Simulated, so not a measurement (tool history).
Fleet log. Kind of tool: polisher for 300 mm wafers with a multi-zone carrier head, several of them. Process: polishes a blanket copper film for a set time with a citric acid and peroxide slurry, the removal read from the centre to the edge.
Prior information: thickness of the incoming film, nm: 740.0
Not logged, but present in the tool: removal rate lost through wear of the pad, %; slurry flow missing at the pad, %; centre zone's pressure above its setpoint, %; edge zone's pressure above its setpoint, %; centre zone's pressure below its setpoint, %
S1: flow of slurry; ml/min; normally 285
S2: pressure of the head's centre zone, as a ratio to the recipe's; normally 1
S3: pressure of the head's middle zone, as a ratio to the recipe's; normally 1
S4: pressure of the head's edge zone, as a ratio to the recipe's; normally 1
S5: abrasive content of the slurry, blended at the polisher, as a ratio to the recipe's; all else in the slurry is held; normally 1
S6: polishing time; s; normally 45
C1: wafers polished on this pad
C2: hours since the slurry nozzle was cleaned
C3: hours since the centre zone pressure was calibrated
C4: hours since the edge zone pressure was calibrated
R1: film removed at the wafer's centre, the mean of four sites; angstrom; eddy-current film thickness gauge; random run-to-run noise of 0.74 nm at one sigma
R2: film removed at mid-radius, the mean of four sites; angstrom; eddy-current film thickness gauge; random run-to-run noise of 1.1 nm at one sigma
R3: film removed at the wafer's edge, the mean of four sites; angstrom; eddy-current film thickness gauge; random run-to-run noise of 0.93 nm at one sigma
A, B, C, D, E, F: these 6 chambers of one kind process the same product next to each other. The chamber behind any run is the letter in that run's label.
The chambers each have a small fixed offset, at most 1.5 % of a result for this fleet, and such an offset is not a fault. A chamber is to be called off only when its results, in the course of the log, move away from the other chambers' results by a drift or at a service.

| run | hour | S1 | S2 | S3 | S4 | S5 | S6 | C1 | C2 | C3 | C4 | R1 | R2 | R3 |
|---|---|---|---|---|---|---|---|---|---|---|---|---|---|---|
|  | 3.7 | chamber F: worn pad replaced by a new one |
| 1D | 11 | 285 | 1 | 1 | 1 | 1 | 45 | 434 | 59.7 | 393.2 | 139.1 | 929.35 | 932.43 | 936.09 |
|  | 17.1 | chamber E: worn pad replaced by a new one |
| 2A | 21.7 | 285 | 1 | 1 | 1 | 1 | 45 | 326 | 309.5 | 94 | 306.3 | 954.44 | 939.27 | 931.03 |
| 3E | 29.2 | 285 | 1 | 1 | 1 | 1 | 45 | 120 | 63.8 | 914.8 | 65.3 | 925.25 | 926.21 | 949.8 |
| 4B | 41.3 | 285 | 1 | 1 | 1 | 1 | 45 | 746 | 795.8 | 533.5 | 1331.1 | 932.98 | 944.48 | 932.84 |
| 5C | 47 | 285 | 1 | 1 | 1 | 1 | 45 | 593 | 92.6 | 231 | 72.5 | 950.32 | 915.62 | 947.74 |
| 6F | 57.9 | 285 | 1 | 1 | 1 | 1 | 45 | 539 | 598.6 | 92 | 186.3 | 927.71 | 933.1 | 945.77 |
| 7E | 67.9 | 285 | 1 | 1 | 1 | 1 | 45 | 505 | 102.5 | 953.5 | 104 | 923.58 | 938.61 | 937.37 |
|  | 69 | chamber B: worn pad replaced by a new one |
|  | 70.4 | chamber F: worn pad replaced by a new one |
| 8F | 75.9 | 285 | 1 | 1 | 1 | 1 | 45 | 55 | 616.6 | 110 | 204.3 | 936.92 | 933.71 | 927.98 |
|  | 78.9 | chamber C: worn pad replaced by a new one |
| 9D | 87.4 | 285 | 1 | 1 | 1 | 1 | 45 | 1193 | 136.1 | 469.6 | 215.5 | 923.65 | 930.79 | 936.1 |
|  | 96.7 | chamber E: worn pad replaced by a new one |
| 10A | 99.2 | 285 | 1 | 1 | 1 | 1 | 45 | 1097 | 387 | 171.5 | 383.8 | 898.27 | 901.07 | 900.63 |
| 11B | 111.9 | 285 | 1 | 1 | 1 | 1 | 45 | 426 | 866.4 | 604.1 | 1401.7 | 929.14 | 946.65 | 937.68 |
|  | 117 | chamber D: worn pad replaced by a new one |
| 12C | 121.4 | 285 | 1 | 1 | 1 | 1 | 45 | 423 | 167 | 305.4 | 146.9 | 933.24 | 927.43 | 938.39 |
| 13F | 129.7 | 285 | 1 | 1 | 1 | 1 | 45 | 589 | 670.4 | 163.8 | 258.1 | 928.55 | 925.45 | 936.64 |
|  | 129.8 | chamber B: slurry nozzle cleaned |
|  | 137.5 | chamber F: worn pad replaced by a new one |
| 14D | 140.4 | 285 | 1 | 1 | 1 | 1 | 45 | 232 | 189.1 | 522.6 | 268.5 | 928.9 | 929.57 | 923.25 |
| 15E | 148.2 | 285 | 1 | 1 | 1 | 1 | 45 | 512 | 182.8 | 1033.8 | 184.3 | 937.41 | 923.64 | 940.32 |
|  | 155.6 | chamber B: edge zone pressure recalibrated |
| 16C | 160.5 | 285 | 1 | 1 | 1 | 1 | 45 | 811 | 206.1 | 344.5 | 186 | 916.27 | 936.23 | 932.94 |
| 17A | 167.8 | 285 | 1 | 1 | 1 | 1 | 45 | 1779 | 455.6 | 240.1 | 452.4 | 912.05 | 889.31 | 887.39 |
|  | 173.3 | chamber E: worn pad replaced by a new one |
| 18B | 175.3 | 285 | 1.05 | 1.07 | 1 | 1 | 45 | 1057 | 45.6 | 667.5 | 19.8 | 990.95 | 1028.9 | 920.25 |
|  | 179.4 | chamber C: worn pad replaced by a new one |
| 19A | 181 | 285 | 1.05 | 1.07 | 1 | 1 | 45 | 1910 | 468.8 | 253.3 | 465.6 | 940.5 | 938.8 | 884.03 |
|  | 189.3 | chamber F: slurry nozzle cleaned |
|  | 189.4 | chamber B: worn pad replaced by a new one |
| 20C | 190.4 | 285 | 1.05 | 1.07 | 1 | 1 | 45 | 109 | 236 | 374.4 | 215.9 | 967.78 | 1012.1 | 933.15 |
| 21B | 197.3 | 285 | 1.05 | 1.07 | 1 | 1 | 45 | 78 | 67.6 | 689.5 | 41.8 | 963.9 | 1014.6 | 920.41 |
| 22D | 205.5 | 285 | 1.05 | 1.07 | 1 | 1 | 45 | 879 | 254.2 | 587.7 | 333.6 | 979.58 | 982.66 | 912.52 |
| 23E | 211.4 | 285 | 1.05 | 1.07 | 1 | 1 | 45 | 379 | 246 | 1097 | 247.5 | 972.15 | 972.84 | 931.22 |
|  | 216.7 | chamber F: worn pad replaced by a new one |
| 24F | 221.8 | 340 | 1.06 | 1 | 1 | 1 | 45 | 50 | 32.6 | 255.9 | 350.2 | 995.46 | 961.61 | 934.36 |
| 25F | 233.8 | 340 | 1.06 | 1 | 1 | 1 | 45 | 170 | 44.6 | 267.9 | 362.2 | 991.42 | 959.88 | 945.74 |
|  | 235 | chamber E: centre zone pressure recalibrated |
| 26A | 242.9 | 340 | 1.06 | 1 | 1 | 1 | 45 | 2526 | 530.7 | 315.2 | 527.5 | 956.2 | 894.18 | 883.82 |
|  | 243.6 | chamber B: centre zone pressure recalibrated |
|  | 243.7 | chamber D: slurry nozzle cleaned |
|  | 247.5 | chamber E: worn pad replaced by a new one |
|  | 250.8 | chamber D: worn pad replaced by a new one |
| 27C | 254.3 | 340 | 1.06 | 1 | 1 | 1 | 45 | 745 | 299.9 | 438.3 | 279.8 | 1003.9 | 951.41 | 956.35 |
| 28E | 266.7 | 340 | 1.06 | 1 | 1 | 1 | 45 | 191 | 301.3 | 31.7 | 302.8 | 1002.6 | 955.56 | 942.04 |
| 29D | 272.9 | 340 | 1.06 | 1 | 1 | 1 | 45 | 220 | 29.3 | 655.1 | 401 | 1019.2 | 935.36 | 953.29 |
|  | 279.9 | chamber D: centre zone pressure recalibrated |
| 30B | 281.9 | 285 | 1 | 1 | 1 | 1 | 34 | 919 | 152.2 | 38.3 | 126.4 | 697.47 | 713.31 | 710.44 |
| 31A | 291.7 | 285 | 1 | 1 | 1 | 1 | 34 | 3011 | 579.5 | 364 | 576.3 | 652.64 | 646.59 | 654.88 |
|  | 295.3 | chamber F: worn pad replaced by a new one |
|  | 297.3 | chamber C: worn pad replaced by a new one |
|  | 297.7 | chamber B: worn pad replaced by a new one |
| 32D | 303.2 | 285 | 1 | 1 | 1 | 1 | 34 | 521 | 59.6 | 23.3 | 431.3 | 707.39 | 714.42 | 710.5 |
| 33F | 310.1 | 285 | 1 | 1 | 1 | 1 | 34 | 147 | 120.9 | 344.2 | 438.5 | 700.28 | 712.13 | 688.3 |
| 34E | 318.3 | 285 | 1 | 1 | 1 | 1 | 34 | 704 | 352.9 | 83.3 | 354.4 | 697.29 | 701.26 | 709.43 |
| 35C | 328.6 | 285 | 1 | 1 | 1 | 1 | 34 | 311 | 374.2 | 512.6 | 354.1 | 701.92 | 693.38 | 711.53 |
| 36B | 339.4 | 285 | 1 | 1 | 1 | 1 | 45 | 415 | 209.7 | 95.8 | 183.9 | 927.28 | 950.58 | 918.13 |
|  | 340.1 | chamber C: slurry nozzle cleaned |
| 37C | 351.9 | 285 | 1 | 1 | 1 | 1 | 45 | 542 | 11.9 | 535.9 | 377.4 | 923.69 | 943.59 | 921.79 |

All chambers now run identical settings, listed one chamber a line with results as question marks. What results will each chamber show?
| 38A | 361.3 | 285 | 1 | 1 | 0.96 | 1 | 45 |  |  |  |  | ? | ? | ? |
| 38B | 361.3 | 285 | 1 | 1 | 0.96 | 1 | 45 |  |  |  |  | ? | ? | ? |
| 38C | 361.3 | 285 | 1 | 1 | 0.96 | 1 | 45 |  |  |  |  | ? | ? | ? |
| 38D | 361.3 | 285 | 1 | 1 | 0.96 | 1 | 45 |  |  |  |  | ? | ? | ? |
| 38E | 361.3 | 285 | 1 | 1 | 0.96 | 1 | 45 |  |  |  |  | ? | ? | ? |
| 38F | 361.3 | 285 | 1 | 1 | 0.96 | 1 | 45 |  |  |  |  | ? | ? | ? |

| run | R1 | R2 | R3 |
|---|---|---|---|
| 38A | 845.18 | 859.68 | 810.26 |
| 38B | 915.79 | 944.47 | 902.75 |
| 38C | 924.85 | 946.79 | 913.44 |
| 38D | 931.65 | 906.22 | 902.58 |
| 38E | 928.82 | 941.74 | 924.75 |
| 38F | 932.09 | 940.47 | 905.36 |

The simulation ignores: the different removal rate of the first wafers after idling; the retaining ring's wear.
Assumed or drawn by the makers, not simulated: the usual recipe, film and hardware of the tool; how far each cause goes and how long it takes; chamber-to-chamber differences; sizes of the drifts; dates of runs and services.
